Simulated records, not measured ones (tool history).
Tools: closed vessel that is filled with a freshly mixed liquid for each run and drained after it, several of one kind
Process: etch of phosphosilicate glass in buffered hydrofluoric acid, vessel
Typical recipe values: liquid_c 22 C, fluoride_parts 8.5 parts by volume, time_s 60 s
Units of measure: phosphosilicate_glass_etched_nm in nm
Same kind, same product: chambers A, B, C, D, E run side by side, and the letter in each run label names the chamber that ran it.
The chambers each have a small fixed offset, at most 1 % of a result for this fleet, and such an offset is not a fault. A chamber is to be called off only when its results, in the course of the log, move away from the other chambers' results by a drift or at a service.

run   hour  liquid_c  fluoride_parts  time_s  hours since the thermometer was replaced  hours since the hydrofluoric acid flow meter was replaced  read-back film thickness of the phosphosilicate glass reference wafer, read on the same gauge (nm)  phosphosilicate_glass_etched_nm
 1E    4.8        22             8.5      60                                     608.6                                                      180.9                                                                                                 110                           302.11
 2D   10.3        22             8.5      60                                    1558.5                                                       1015                                                                                              109.99                           302.59
 3A   17.2        22             8.5      60                                        38                                                      144.7                                                                                              110.01                           304.05
 4C   22.1        22             8.5      60                                    1255.8                                                      467.1                                                                                              110.01                           305.62
 5B     28        22             8.5      60                                      1806                                                      447.5                                                                                              110.01                           304.15
 6A   35.1        22             8.5      60                                      55.9                                                      162.6                                                                                              109.99                           307.02
 7E     42        22             8.5      60                                     645.8                                                      218.1                                                                                              109.99                           303.68
 8B   49.2        22             8.5      60                                    1827.2                                                      468.7                                                                                              110.01                           304.74
 9D   52.7        22             8.5      60                                    1600.9                                                     1057.4                                                                                                 110                           309.35
10C     58        22             8.5      60                                    1291.7                                                        503                                                                                              110.02                           305.78
11E   64.1        22             8.5      60                                     667.9                                                      240.2                                                                                                 110                           305.06
12D   71.2        22             8.5      60                                    1619.4                                                     1075.9                                                                                                 110                           304.86
13C   78.4        22             8.5      60                                    1312.1                                                      523.4                                                                                                 110                           303.38
14B   85.9        22             8.5      60                                    1863.9                                                      505.4                                                                                              109.99                           305.16
15A   90.7        22             8.5      60                                     111.5                                                      218.2                                                                                                 110                           304.14
16E   94.7        22             8.5      60                                     698.5                                                      270.8                                                                                              109.99                           307.01
17C  100.6        22             8.5      60                                    1334.3                                                      545.6                                                                                                 110                           304.26
18D  104.2        22             8.5      60                                    1652.4                                                     1108.9                                                                                                 110                           304.98
19B  111.6        22             8.5      60                                    1889.6                                                      531.1                                                                                              109.99                           306.02
20A  117.5      19.5             8.5      60                                     138.3                                                        245                                                                                              109.99                           266.69
21A  124.8      19.5             8.5      60                                     145.6                                                      252.3                                                                                                 110                            264.3
22E    129      19.5             8.5      60                                     732.8                                                      305.1                                                                                                 110                           268.41
23C  132.7      19.5             8.5      60                                    1366.4                                                      577.7                                                                                                 110                           264.08
24B  139.4      19.5             8.5      60                                    1917.4                                                      558.9                                                                                              110.02                           264.81
25D  146.1        22             8.5      60                                    1694.3                                                     1150.8                                                                                                 110                           305.71
26E  153.1        22             8.5      60                                     756.9                                                      329.2                                                                                              109.99                           311.24
27D  157.4        22             8.5      60                                    1705.6                                                     1162.1                                                                                              109.98                           308.73
28B  164.8        22             8.5      60                                    1942.8                                                      584.3                                                                                              110.02                           305.76
29C  171.7        22             8.5      60                                    1405.4                                                      616.7                                                                                              109.99                           305.57
30A  177.8        22             8.5      60                                     198.6                                                      305.3                                                                                              110.01                           308.05
31A  183.7        22             8.5      60                                     204.5                                                      311.2                                                                                                 110                           304.55
32B  188.6        22             8.5      60                                    1966.6                                                      608.1                                                                                              109.98                           304.63
33C  195.4        26             8.5      85                                    1429.1                                                      640.4                                                                                              110.02                           535.03
34D  200.8        26             8.5      85                                      1749                                                     1205.5                                                                                              110.01                            544.5
35E  205.7        26             8.5      85                                     809.5                                                      381.8                                                                                              109.99                           558.56
36D    211        26             8.5      85                                    1759.2                                                     1215.7                                                                                                 110                           540.96
37A    217        26             8.5      85                                     237.8                                                      344.5                                                                                              110.01                           535.22
38B  223.2      26.5             8.5      40                                    2001.2                                                      642.7                                                                                              110.02                           261.51
39E  227.4      26.5             8.5      40                                     831.2                                                      403.5                                                                                              110.01                           271.55
40C  234.5      26.5             8.5      40                                    1468.2                                                      679.5                                                                                                 110                           258.33
41A  238.3      26.5             8.5      40                                     259.1                                                      365.8                                                                                              110.02                           256.86

The same settings go to every chamber for the next run, one line per chamber below. Forecast the results for each:
42A  243.8      18.5             8.5      60                                                                                                                                                                                                                                         ?
42B  243.8      18.5             8.5      60                                                                                                                                                                                                                                         ?
42C  243.8      18.5             8.5      60                                                                                                                                                                                                                                         ?
42D  243.8      18.5             8.5      60                                                                                                                                                                                                                                         ?
42E  243.8      18.5             8.5      60                                                                                                                                                                                                                                         ?

run  phosphosilicate_glass_etched_nm
42A                           250.57
42B                           249.25
42C                           250.79
42D                           251.71
42E                           263.99

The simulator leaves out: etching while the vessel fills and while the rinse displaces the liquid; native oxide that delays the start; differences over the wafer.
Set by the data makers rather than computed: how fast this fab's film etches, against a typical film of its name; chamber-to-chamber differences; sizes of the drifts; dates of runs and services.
